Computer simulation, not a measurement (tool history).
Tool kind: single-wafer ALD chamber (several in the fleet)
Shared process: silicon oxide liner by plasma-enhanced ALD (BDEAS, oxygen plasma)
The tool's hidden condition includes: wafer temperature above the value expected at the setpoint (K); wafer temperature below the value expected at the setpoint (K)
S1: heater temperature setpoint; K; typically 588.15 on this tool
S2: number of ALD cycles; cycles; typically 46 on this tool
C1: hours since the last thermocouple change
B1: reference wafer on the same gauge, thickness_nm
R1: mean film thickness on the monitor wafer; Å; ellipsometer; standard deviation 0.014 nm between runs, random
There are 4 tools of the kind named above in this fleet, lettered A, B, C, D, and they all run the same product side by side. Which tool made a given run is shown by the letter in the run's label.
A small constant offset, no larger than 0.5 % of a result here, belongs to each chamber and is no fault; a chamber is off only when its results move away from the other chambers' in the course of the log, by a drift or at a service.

{"run": "1C", "hour": 10.4, "S1": 588.15, "S2": 46, "C1": 820.8, "B1": 4.9219, "R1": 41.894}
{"run": "2A", "hour": 17.1, "S1": 588.15, "S2": 46, "C1": 1590.2, "B1": 4.922, "R1": 41.905}
{"run": "3B", "hour": 21.8, "S1": 588.15, "S2": 46, "C1": 582.2, "B1": 4.9179, "R1": 42.044}
{"run": "4D", "hour": 27.1, "S1": 588.15, "S2": 46, "C1": 2289.4, "B1": 4.9233, "R1": 41.842}
{"run": "5D", "hour": 35.5, "S1": 588.15, "S2": 46, "C1": 2297.8, "B1": 4.9214, "R1": 41.988}
{"run": "6A", "hour": 41.9, "S1": 588.15, "S2": 46, "C1": 1615, "B1": 4.918, "R1": 42.093}
{"run": "7C", "hour": 51.7, "S1": 588.15, "S2": 46, "C1": 862.1, "B1": 4.9211, "R1": 42.066}
{"run": "8B", "hour": 62.1, "S1": 588.15, "S2": 46, "C1": 622.5, "B1": 4.9198, "R1": 41.936}
{"run": "9B", "hour": 71.2, "S1": 588.15, "S2": 46, "C1": 631.6, "B1": 4.9185, "R1": 41.696}
{"run": "10C", "hour": 80.5, "S1": 588.15, "S2": 46, "C1": 890.9, "B1": 4.9259, "R1": 42.156}
{"run": "11D", "hour": 85.9, "S1": 588.15, "S2": 46, "C1": 2348.2, "B1": 4.921, "R1": 42.039}
{"run": "12A", "hour": 93.8, "S1": 588.15, "S2": 46, "C1": 1666.9, "B1": 4.9265, "R1": 41.943}
{"run": "13B", "hour": 102.7, "S1": 588.15, "S2": 46, "C1": 663.1, "B1": 4.9211, "R1": 42.161}
{"run": "14A", "hour": 110.3, "S1": 588.15, "S2": 46, "C1": 1683.4, "B1": 4.9193, "R1": 42.204}
{"hour": 112.5, "done": "chamber C: thermocouple changed; heater temperature recalibrated"}
{"run": "15C", "hour": 117.6, "S1": 588.15, "S2": 46, "C1": 5.2, "B1": 4.9187, "R1": 42.453}
{"run": "16D", "hour": 125.7, "S1": 598.15, "S2": 50, "C1": 2388, "B1": 4.9252, "R1": 45.015}
{"run": "17C", "hour": 131.1, "S1": 598.15, "S2": 50, "C1": 18.7, "B1": 4.9194, "R1": 45.049}
{"run": "18A", "hour": 137.8, "S1": 598.15, "S2": 50, "C1": 1710.9, "B1": 4.9184, "R1": 45.048}
{"run": "19D", "hour": 142.8, "S1": 598.15, "S2": 50, "C1": 2405.1, "B1": 4.9215, "R1": 44.808}
{"run": "20B", "hour": 150.3, "S1": 588.15, "S2": 46, "C1": 710.7, "B1": 4.9245, "R1": 41.947}
{"run": "21D", "hour": 155.2, "S1": 588.15, "S2": 38, "C1": 2417.5, "B1": 4.9226, "R1": 34.709}
{"run": "22B", "hour": 160.4, "S1": 588.15, "S2": 38, "C1": 720.8, "B1": 4.9178, "R1": 34.674}
{"run": "23A", "hour": 165.0, "S1": 588.15, "S2": 38, "C1": 1738.1, "B1": 4.9178, "R1": 34.688}
{"run": "24C", "hour": 171.3, "S1": 588.15, "S2": 38, "C1": 58.9, "B1": 4.9212, "R1": 34.767}
{"run": "25A", "hour": 180.7, "S1": 588.15, "S2": 46, "C1": 1753.8, "B1": 4.9228, "R1": 41.938}
{"run": "26D", "hour": 185.9, "S1": 588.15, "S2": 46, "C1": 2448.2, "B1": 4.9167, "R1": 41.936}
{"run": "27C", "hour": 190.7, "S1": 588.15, "S2": 46, "C1": 78.3, "B1": 4.9189, "R1": 42.061}
{"run": "28B", "hour": 198.7, "S1": 588.15, "S2": 46, "C1": 759.1, "B1": 4.9227, "R1": 42.071}
{"run": "29B", "hour": 205.4, "S1": 588.15, "S2": 46, "C1": 765.8, "B1": 4.9186, "R1": 42.074}
{"run": "30C", "hour": 211.5, "S1": 588.15, "S2": 46, "C1": 99.1, "B1": 4.9244, "R1": 42.417}
{"hour": 215.4, "done": "chamber A: thermocouple changed; heater temperature recalibrated"}
{"run": "31A", "hour": 217.5, "S1": 588.15, "S2": 46, "C1": 2.1, "B1": 4.9218, "R1": 41.974}
{"run": "32D", "hour": 224.6, "S1": 588.15, "S2": 46, "C1": 2486.9, "B1": 4.919, "R1": 41.994}
{"run": "33A", "hour": 230.2, "S1": 588.15, "S2": 46, "C1": 14.8, "B1": 4.9222, "R1": 41.795}
{"run": "34B", "hour": 239.1, "S1": 588.15, "S2": 46, "C1": 799.5, "B1": 4.9241, "R1": 42.023}
{"run": "35D", "hour": 244.1, "S1": 588.15, "S2": 46, "C1": 2506.4, "B1": 4.9225, "R1": 41.795}
{"run": "36C", "hour": 254.2, "S1": 588.15, "S2": 46, "C1": 141.8, "B1": 4.9219, "R1": 42.095}
{"run": "37D", "hour": 262.2, "S1": 588.15, "S2": 46, "C1": 2524.5, "B1": 4.9175, "R1": 42.177}
{"run": "38B", "hour": 267.2, "S1": 588.15, "S2": 46, "C1": 827.6, "B1": 4.9221, "R1": 42.05}
{"run": "39A", "hour": 274.7, "S1": 588.15, "S2": 46, "C1": 59.3, "B1": 4.9214, "R1": 42.094}
{"run": "40C", "hour": 280.0, "S1": 588.15, "S2": 46, "C1": 167.6, "B1": 4.9224, "R1": 42.189}
{"run": "41C", "hour": 285.3, "S1": 576.15, "S2": 38, "C1": 172.9, "B1": 4.924, "R1": 35.314}
{"run": "42A", "hour": 290.3, "S1": 576.15, "S2": 38, "C1": 74.9, "B1": 4.9182, "R1": 35.372}

Next, all 4 chambers run the settings below, one line each with question marks for the results. What does each chamber give?
{"run": "43A", "hour": 297.8, "S1": 588.15, "S2": 41, "R1": "?"}
{"run": "43B", "hour": 297.8, "S1": 588.15, "S2": 41, "R1": "?"}
{"run": "43C", "hour": 297.8, "S1": 588.15, "S2": 41, "R1": "?"}
{"run": "43D", "hour": 297.8, "S1": 588.15, "S2": 41, "R1": "?"}

run=43A R1=37.246
run=43B R1=37.48
run=43C R1=37.282
run=43D R1=37.459

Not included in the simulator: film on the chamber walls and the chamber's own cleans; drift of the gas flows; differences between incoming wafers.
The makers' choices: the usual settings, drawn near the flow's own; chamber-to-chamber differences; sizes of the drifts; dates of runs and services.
